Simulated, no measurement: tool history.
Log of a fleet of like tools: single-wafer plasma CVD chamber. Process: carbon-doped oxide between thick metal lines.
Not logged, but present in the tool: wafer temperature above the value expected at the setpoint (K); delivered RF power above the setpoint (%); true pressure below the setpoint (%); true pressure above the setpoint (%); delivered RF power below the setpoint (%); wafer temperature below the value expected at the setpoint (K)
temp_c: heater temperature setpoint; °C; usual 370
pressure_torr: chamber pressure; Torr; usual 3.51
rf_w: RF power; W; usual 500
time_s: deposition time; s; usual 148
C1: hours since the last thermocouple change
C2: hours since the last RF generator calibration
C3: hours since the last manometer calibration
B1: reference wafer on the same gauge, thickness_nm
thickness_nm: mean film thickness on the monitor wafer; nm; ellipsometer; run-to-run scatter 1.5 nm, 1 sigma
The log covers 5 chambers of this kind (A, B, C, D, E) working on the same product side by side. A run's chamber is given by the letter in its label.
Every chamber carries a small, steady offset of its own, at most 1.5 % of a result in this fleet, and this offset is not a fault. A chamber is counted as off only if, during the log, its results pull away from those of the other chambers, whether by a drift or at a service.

{"run": "1B", "hour": 4.5, "temp_c": 370, "pressure_torr": 3.51, "rf_w": 500, "time_s": 148, "C1": 505.6, "C2": 69.5, "C3": 1092.7, "B1": 572.96, "thickness_nm": 664.2}
{"run": "2A", "hour": 8.1, "temp_c": 370, "pressure_torr": 3.51, "rf_w": 500, "time_s": 148, "C1": 1276.1, "C2": 1706.7, "C3": 912.7, "B1": 573.13, "thickness_nm": 675.17}
{"run": "3C", "hour": 11.3, "temp_c": 370, "pressure_torr": 3.51, "rf_w": 500, "time_s": 148, "C1": 1305.8, "C2": 1235.1, "C3": 176.2, "B1": 573.29, "thickness_nm": 675.9}
{"run": "4E", "hour": 14.6, "temp_c": 370, "pressure_torr": 3.51, "rf_w": 500, "time_s": 148, "C1": 826.1, "C2": 397.3, "C3": 487.9, "B1": 572.76, "thickness_nm": 681.92}
{"run": "5D", "hour": 19.4, "temp_c": 370, "pressure_torr": 4.14, "rf_w": 500, "time_s": 148, "C1": 1777.1, "C2": 2366.3, "C3": 58.2, "B1": 572.99, "thickness_nm": 692.57}
{"run": "6C", "hour": 24.0, "temp_c": 370, "pressure_torr": 4.14, "rf_w": 500, "time_s": 148, "C1": 1318.5, "C2": 1247.8, "C3": 188.9, "B1": 573.2, "thickness_nm": 688.81}
{"run": "7B", "hour": 29.2, "temp_c": 370, "pressure_torr": 4.14, "rf_w": 500, "time_s": 148, "C1": 530.3, "C2": 94.2, "C3": 1117.4, "B1": 572.97, "thickness_nm": 682.97}
{"run": "8A", "hour": 35.5, "temp_c": 370, "pressure_torr": 4.14, "rf_w": 500, "time_s": 148, "C1": 1303.5, "C2": 1734.1, "C3": 940.1, "B1": 572.61, "thickness_nm": 686.75}
{"run": "9D", "hour": 39.2, "temp_c": 370, "pressure_torr": 4.14, "rf_w": 500, "time_s": 148, "C1": 1796.9, "C2": 2386.1, "C3": 78.0, "B1": 573.26, "thickness_nm": 689.62}
{"run": "10E", "hour": 44.3, "temp_c": 370, "pressure_torr": 4.35, "rf_w": 500, "time_s": 158, "C1": 855.8, "C2": 427.0, "C3": 517.6, "B1": 573.12, "thickness_nm": 749.27}
{"run": "11D", "hour": 47.7, "temp_c": 370, "pressure_torr": 4.35, "rf_w": 500, "time_s": 158, "C1": 1805.4, "C2": 2394.6, "C3": 86.5, "B1": 573.1, "thickness_nm": 742.42}
{"run": "12A", "hour": 53.0, "temp_c": 370, "pressure_torr": 4.35, "rf_w": 500, "time_s": 158, "C1": 1321.0, "C2": 1751.6, "C3": 957.6, "B1": 573.12, "thickness_nm": 736.52}
{"run": "13E", "hour": 56.6, "temp_c": 370, "pressure_torr": 4.35, "rf_w": 500, "time_s": 158, "C1": 868.1, "C2": 439.3, "C3": 529.9, "B1": 572.78, "thickness_nm": 747.43}
{"run": "14B", "hour": 63.0, "temp_c": 370, "pressure_torr": 4.35, "rf_w": 500, "time_s": 158, "C1": 564.1, "C2": 128.0, "C3": 1151.2, "B1": 573.08, "thickness_nm": 735.89}
{"run": "15C", "hour": 68.3, "temp_c": 370, "pressure_torr": 3.96, "rf_w": 500, "time_s": 166, "C1": 1362.8, "C2": 1292.1, "C3": 233.2, "B1": 573.28, "thickness_nm": 764.17}
{"run": "16B", "hour": 73.7, "temp_c": 370, "pressure_torr": 3.96, "rf_w": 500, "time_s": 166, "C1": 574.8, "C2": 138.7, "C3": 1161.9, "B1": 573.28, "thickness_nm": 757.94}
{"run": "17C", "hour": 77.9, "temp_c": 370, "pressure_torr": 3.96, "rf_w": 500, "time_s": 166, "C1": 1372.4, "C2": 1301.7, "C3": 242.8, "B1": 573.2, "thickness_nm": 761.78}
{"hour": 82.3, "done": "chamber C: thermocouple changed; heater temperature recalibrated"}
{"run": "18A", "hour": 83.0, "temp_c": 370, "pressure_torr": 3.96, "rf_w": 500, "time_s": 166, "C1": 1351.0, "C2": 1781.6, "C3": 987.6, "B1": 573.05, "thickness_nm": 762.7}
{"run": "19E", "hour": 87.3, "temp_c": 370, "pressure_torr": 3.96, "rf_w": 500, "time_s": 166, "C1": 898.8, "C2": 470.0, "C3": 560.6, "B1": 572.71, "thickness_nm": 776.51}
{"run": "20D", "hour": 92.1, "temp_c": 370, "pressure_torr": 3.51, "rf_w": 500, "time_s": 148, "C1": 1849.8, "C2": 2439.0, "C3": 130.9, "B1": 573.24, "thickness_nm": 676.64}
{"run": "21E", "hour": 98.3, "temp_c": 370, "pressure_torr": 3.51, "rf_w": 500, "time_s": 148, "C1": 909.8, "C2": 481.0, "C3": 571.6, "B1": 573.17, "thickness_nm": 679.22}
{"run": "22A", "hour": 101.2, "temp_c": 370, "pressure_torr": 3.51, "rf_w": 500, "time_s": 148, "C1": 1369.2, "C2": 1799.8, "C3": 1005.8, "B1": 573.12, "thickness_nm": 671.61}
{"run": "23B", "hour": 105.0, "temp_c": 370, "pressure_torr": 3.24, "rf_w": 465, "time_s": 148, "C1": 606.1, "C2": 170.0, "C3": 1193.2, "B1": 573.12, "thickness_nm": 633.38}
{"run": "24D", "hour": 108.3, "temp_c": 370, "pressure_torr": 3.24, "rf_w": 465, "time_s": 148, "C1": 1866.0, "C2": 2455.2, "C3": 147.1, "B1": 572.98, "thickness_nm": 639.62}
{"run": "25C", "hour": 114.8, "temp_c": 370, "pressure_torr": 3.24, "rf_w": 465, "time_s": 148, "C1": 32.6, "C2": 1338.6, "C3": 279.7, "B1": 573.23, "thickness_nm": 626.95}
{"run": "26E", "hour": 119.2, "temp_c": 370, "pressure_torr": 3.24, "rf_w": 465, "time_s": 148, "C1": 930.7, "C2": 501.9, "C3": 592.5, "B1": 573.23, "thickness_nm": 645.36}
{"run": "27B", "hour": 125.0, "temp_c": 370, "pressure_torr": 3.24, "rf_w": 465, "time_s": 148, "C1": 626.1, "C2": 190.0, "C3": 1213.2, "B1": 572.86, "thickness_nm": 633.4}
{"run": "28C", "hour": 131.3, "temp_c": 370, "pressure_torr": 3.51, "rf_w": 500, "time_s": 148, "C1": 49.1, "C2": 1355.1, "C3": 296.2, "B1": 573.01, "thickness_nm": 660.69}
{"hour": 132.2, "done": "chamber B: capacitance manometer re-zeroed and calibrated"}
{"run": "29A", "hour": 134.2, "temp_c": 370, "pressure_torr": 3.51, "rf_w": 500, "time_s": 148, "C1": 1402.2, "C2": 1832.8, "C3": 1038.8, "B1": 572.84, "thickness_nm": 674.28}
{"run": "30D", "hour": 139.1, "temp_c": 370, "pressure_torr": 3.51, "rf_w": 500, "time_s": 148, "C1": 1896.8, "C2": 2486.0, "C3": 177.9, "B1": 573.27, "thickness_nm": 674.42}
{"run": "31D", "hour": 144.7, "temp_c": 370, "pressure_torr": 3.51, "rf_w": 500, "time_s": 148, "C1": 1902.4, "C2": 2491.6, "C3": 183.5, "B1": 573.16, "thickness_nm": 673.36}
{"run": "32A", "hour": 151.0, "temp_c": 370, "pressure_torr": 3.51, "rf_w": 500, "time_s": 148, "C1": 1419.0, "C2": 1849.6, "C3": 1055.6, "B1": 573.29, "thickness_nm": 671.1}
{"run": "33B", "hour": 155.2, "temp_c": 370, "pressure_torr": 3.51, "rf_w": 500, "time_s": 148, "C1": 656.3, "C2": 220.2, "C3": 23.1, "B1": 573.19, "thickness_nm": 664.68}
{"run": "34C", "hour": 158.3, "temp_c": 370, "pressure_torr": 3.51, "rf_w": 500, "time_s": 148, "C1": 76.1, "C2": 1382.1, "C3": 323.2, "B1": 573.22, "thickness_nm": 658.51}
{"run": "35E", "hour": 163.6, "temp_c": 370, "pressure_torr": 3.51, "rf_w": 500, "time_s": 148, "C1": 975.1, "C2": 546.3, "C3": 636.9, "B1": 572.75, "thickness_nm": 680.75}

Is one chamber out of step, is the gauge drifting, or do the chambers differ by no more than their own small offsets? For an off chamber, give its letter and the likeliest cause.

One chamber, C, drifts off from the rest bit by bit.
Cause: delivered RF power below the setpoint (%) = 4.09.

Chamber C could run next with any of the 4 candidate recipes listed below; each alters the usual settings, and their results appear as question marks. Which one brings its results back in line with what the other chambers deliver on the usual settings?
In line here means within this much of the mean the other chambers give on the usual settings: thickness_nm 5.40 nm
{"run": "36C-1", "hour": 168.3, "temp_c": 371, "pressure_torr": 3.44, "rf_w": 470, "time_s": 148, "thickness_nm": "?"}
{"run": "36C-2", "hour": 168.3, "temp_c": 370, "pressure_torr": 3.54, "rf_w": 500, "time_s": 154, "thickness_nm": "?"}
{"run": "36C-3", "hour": 168.3, "temp_c": 370, "pressure_torr": 3.5, "rf_w": 495, "time_s": 145, "thickness_nm": "?"}
{"run": "36C-4", "hour": 168.3, "temp_c": 357, "pressure_torr": 3.51, "rf_w": 500, "time_s": 148, "thickness_nm": "?"}

Average result of the remaining chambers running the usual settings: thickness_nm 674.44 nm
run=36C-1 thickness_nm=627.77
run=36C-2 thickness_nm=683.52
run=36C-3 thickness_nm=638.73
run=36C-4 thickness_nm=675.52
Change 36C-4 lands the chamber within the allowed miss of the other chambers.

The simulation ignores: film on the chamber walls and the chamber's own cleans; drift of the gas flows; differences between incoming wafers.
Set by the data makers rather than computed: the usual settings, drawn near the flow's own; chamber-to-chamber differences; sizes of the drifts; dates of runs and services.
